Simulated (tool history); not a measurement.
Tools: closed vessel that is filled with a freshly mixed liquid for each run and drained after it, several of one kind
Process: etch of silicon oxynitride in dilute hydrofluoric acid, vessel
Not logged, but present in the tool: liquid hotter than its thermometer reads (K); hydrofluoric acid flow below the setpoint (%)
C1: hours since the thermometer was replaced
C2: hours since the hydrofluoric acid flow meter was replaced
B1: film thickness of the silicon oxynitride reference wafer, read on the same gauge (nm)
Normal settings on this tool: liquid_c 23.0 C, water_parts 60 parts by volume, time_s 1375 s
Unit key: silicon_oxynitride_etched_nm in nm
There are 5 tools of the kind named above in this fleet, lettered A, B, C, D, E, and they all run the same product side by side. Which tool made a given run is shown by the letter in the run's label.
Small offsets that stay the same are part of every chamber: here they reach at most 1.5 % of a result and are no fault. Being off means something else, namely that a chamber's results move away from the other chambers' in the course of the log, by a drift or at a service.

run 1D hour=12.3 | liquid_c=23.0 water_parts=60 time_s=1375 | C1=283.0 C2=693.0 | B1=29.981 | silicon_oxynitride_etched_nm=46.275
run 2C hour=21.7 | liquid_c=23.0 water_parts=60 time_s=1375 | C1=2238.0 C2=252.1 | B1=29.985 | silicon_oxynitride_etched_nm=45.225
run 3B hour=29.8 | liquid_c=23.0 water_parts=60 time_s=1375 | C1=768.3 C2=429.7 | B1=29.992 | silicon_oxynitride_etched_nm=46.108
run 4E hour=38.0 | liquid_c=23.0 water_parts=60 time_s=1375 | C1=490.5 C2=1511.9 | B1=29.977 | silicon_oxynitride_etched_nm=45.094
run 5A hour=46.4 | liquid_c=23.0 water_parts=60 time_s=1375 | C1=387.9 C2=375.6 | B1=30.013 | silicon_oxynitride_etched_nm=44.757
run 6D hour=54.4 | liquid_c=23.0 water_parts=60 time_s=1375 | C1=325.1 C2=735.1 | B1=30.006 | silicon_oxynitride_etched_nm=46.055
-- hour=61.0 chamber E: hydrofluoric acid flow meter replaced
run 7A hour=68.7 | liquid_c=23.0 water_parts=60 time_s=1375 | C1=410.2 C2=397.9 | B1=30.012 | silicon_oxynitride_etched_nm=44.601
run 8C hour=77.3 | liquid_c=23.0 water_parts=60 time_s=1375 | C1=2293.6 C2=307.7 | B1=29.980 | silicon_oxynitride_etched_nm=45.060
run 9E hour=91.0 | liquid_c=23.0 water_parts=60 time_s=1375 | C1=543.5 C2=30.0 | B1=30.021 | silicon_oxynitride_etched_nm=45.666
run 10B hour=98.8 | liquid_c=23.0 water_parts=60 time_s=1375 | C1=837.3 C2=498.7 | B1=29.995 | silicon_oxynitride_etched_nm=45.931
run 11A hour=107.3 | liquid_c=23.0 water_parts=60 time_s=1375 | C1=448.8 C2=436.5 | B1=29.981 | silicon_oxynitride_etched_nm=44.848
run 12E hour=116.6 | liquid_c=23.0 water_parts=60 time_s=1375 | C1=569.1 C2=55.6 | B1=29.992 | silicon_oxynitride_etched_nm=45.717
run 13C hour=128.6 | liquid_c=23.0 water_parts=60 time_s=640 | C1=2344.9 C2=359.0 | B1=30.017 | silicon_oxynitride_etched_nm=21.232
run 14D hour=142.7 | liquid_c=23.0 water_parts=60 time_s=640 | C1=413.4 C2=823.4 | B1=30.018 | silicon_oxynitride_etched_nm=21.503
run 15B hour=154.4 | liquid_c=23.0 water_parts=60 time_s=640 | C1=892.9 C2=554.3 | B1=29.984 | silicon_oxynitride_etched_nm=21.164
run 16A hour=169.0 | liquid_c=23.0 water_parts=60 time_s=640 | C1=510.5 C2=498.2 | B1=30.010 | silicon_oxynitride_etched_nm=20.939
run 17E hour=178.5 | liquid_c=23.0 water_parts=60 time_s=640 | C1=631.0 C2=117.5 | B1=30.001 | silicon_oxynitride_etched_nm=21.280
run 18D hour=186.5 | liquid_c=23.0 water_parts=60 time_s=1375 | C1=457.2 C2=867.2 | B1=29.990 | silicon_oxynitride_etched_nm=46.151
run 19C hour=193.3 | liquid_c=23.0 water_parts=60 time_s=1375 | C1=2409.6 C2=423.7 | B1=30.019 | silicon_oxynitride_etched_nm=45.604
-- hour=201.3 chamber A: hydrofluoric acid flow meter replaced
run 20B hour=201.4 | liquid_c=23.0 water_parts=60 time_s=1375 | C1=939.9 C2=601.3 | B1=30.017 | silicon_oxynitride_etched_nm=45.665
run 21C hour=216.0 | liquid_c=23.0 water_parts=60 time_s=1375 | C1=2432.3 C2=446.4 | B1=30.020 | silicon_oxynitride_etched_nm=45.195
run 22B hour=223.7 | liquid_c=23.0 water_parts=60 time_s=1375 | C1=962.2 C2=623.6 | B1=29.997 | silicon_oxynitride_etched_nm=45.840
run 23D hour=234.7 | liquid_c=23.0 water_parts=60 time_s=1375 | C1=505.4 C2=915.4 | B1=30.028 | silicon_oxynitride_etched_nm=46.173
run 24E hour=244.8 | liquid_c=23.0 water_parts=60 time_s=1375 | C1=697.3 C2=183.8 | B1=30.015 | silicon_oxynitride_etched_nm=45.990
run 25A hour=258.9 | liquid_c=23.0 water_parts=60 time_s=780 | C1=600.4 C2=57.7 | B1=29.973 | silicon_oxynitride_etched_nm=25.357
run 26D hour=266.5 | liquid_c=23.0 water_parts=60 time_s=780 | C1=537.2 C2=947.2 | B1=29.980 | silicon_oxynitride_etched_nm=26.332
run 27B hour=276.8 | liquid_c=23.0 water_parts=60 time_s=780 | C1=1015.3 C2=676.7 | B1=30.015 | silicon_oxynitride_etched_nm=25.896
run 28C hour=286.4 | liquid_c=23.0 water_parts=60 time_s=780 | C1=2502.7 C2=516.8 | B1=30.003 | silicon_oxynitride_etched_nm=25.529
run 29E hour=298.1 | liquid_c=23.0 water_parts=60 time_s=780 | C1=750.6 C2=237.1 | B1=29.994 | silicon_oxynitride_etched_nm=26.136
run 30A hour=306.6 | liquid_c=23.0 water_parts=60 time_s=1375 | C1=648.1 C2=105.4 | B1=29.976 | silicon_oxynitride_etched_nm=44.603
run 31A hour=320.5 | liquid_c=23.0 water_parts=60 time_s=1375 | C1=662.0 C2=119.3 | B1=29.997 | silicon_oxynitride_etched_nm=45.060
run 32D hour=328.5 | liquid_c=23.0 water_parts=60 time_s=1090 | C1=599.2 C2=1009.2 | B1=30.002 | silicon_oxynitride_etched_nm=36.585
run 33B hour=343.5 | liquid_c=23.0 water_parts=60 time_s=1090 | C1=1082.0 C2=743.4 | B1=30.009 | silicon_oxynitride_etched_nm=36.302
-- hour=348.0 chamber C: thermometer replaced
run 34C hour=350.5 | liquid_c=23.0 water_parts=60 time_s=1090 | C1=2.5 C2=580.9 | B1=29.990 | silicon_oxynitride_etched_nm=35.939
run 35E hour=357.9 | liquid_c=23.0 water_parts=60 time_s=1090 | C1=810.4 C2=296.9 | B1=29.982 | silicon_oxynitride_etched_nm=36.775
run 36E hour=371.0 | liquid_c=23.0 water_parts=60 time_s=1090 | C1=823.5 C2=310.0 | B1=30.003 | silicon_oxynitride_etched_nm=36.914
run 37C hour=381.0 | liquid_c=25.5 water_parts=75 time_s=1375 | C1=33.0 C2=611.4 | B1=30.045 | silicon_oxynitride_etched_nm=40.063
run 38B hour=388.9 | liquid_c=25.5 water_parts=75 time_s=1375 | C1=1127.4 C2=788.8 | B1=30.001 | silicon_oxynitride_etched_nm=40.780
run 39D hour=402.5 | liquid_c=25.5 water_parts=75 time_s=1375 | C1=673.2 C2=1083.2 | B1=29.977 | silicon_oxynitride_etched_nm=41.256
run 40A hour=414.6 | liquid_c=25.5 water_parts=75 time_s=1375 | C1=756.1 C2=213.4 | B1=30.014 | silicon_oxynitride_etched_nm=39.987

One chamber off, gauge drift, or nothing amiss beyond the chambers' own small offsets? If it is a chamber, which one, and what is the likeliest cause?

Chamber E drifts away from the others.
Likeliest cause: liquid hotter than its thermometer reads (K) = 0.672.
The log might look much the same if the cause were instead: hydrofluoric acid flow above the setpoint (%).

Chamber E could run next with any of the 4 candidate recipes listed below; each alters the usual settings, and their results appear as question marks. Which one brings its results back in line with what the other chambers deliver on the usual settings?
In line here means within this much of the mean the other chambers give on the usual settings: silicon_oxynitride_etched_nm 0.740 nm
run 41E-1 hour=425.6 | liquid_c=23.0 water_parts=60 time_s=1340 | silicon_oxynitride_etched_nm=?
run 41E-2 hour=425.6 | liquid_c=23.0 water_parts=60 time_s=1455 | silicon_oxynitride_etched_nm=?
run 41E-3 hour=425.6 | liquid_c=23.0 water_parts=60 time_s=1300 | silicon_oxynitride_etched_nm=?
run 41E-4 hour=425.6 | liquid_c=23.0 water_parts=60 time_s=1410 | silicon_oxynitride_etched_nm=?

Other chambers, usual settings, mean: silicon_oxynitride_etched_nm 45.504 nm
run=41E-1 silicon_oxynitride_etched_nm=45.704
run=41E-2 silicon_oxynitride_etched_nm=49.627
run=41E-3 silicon_oxynitride_etched_nm=44.340
run=41E-4 silicon_oxynitride_etched_nm=48.092
It is 41E-1 that realigns the chamber with its peers.
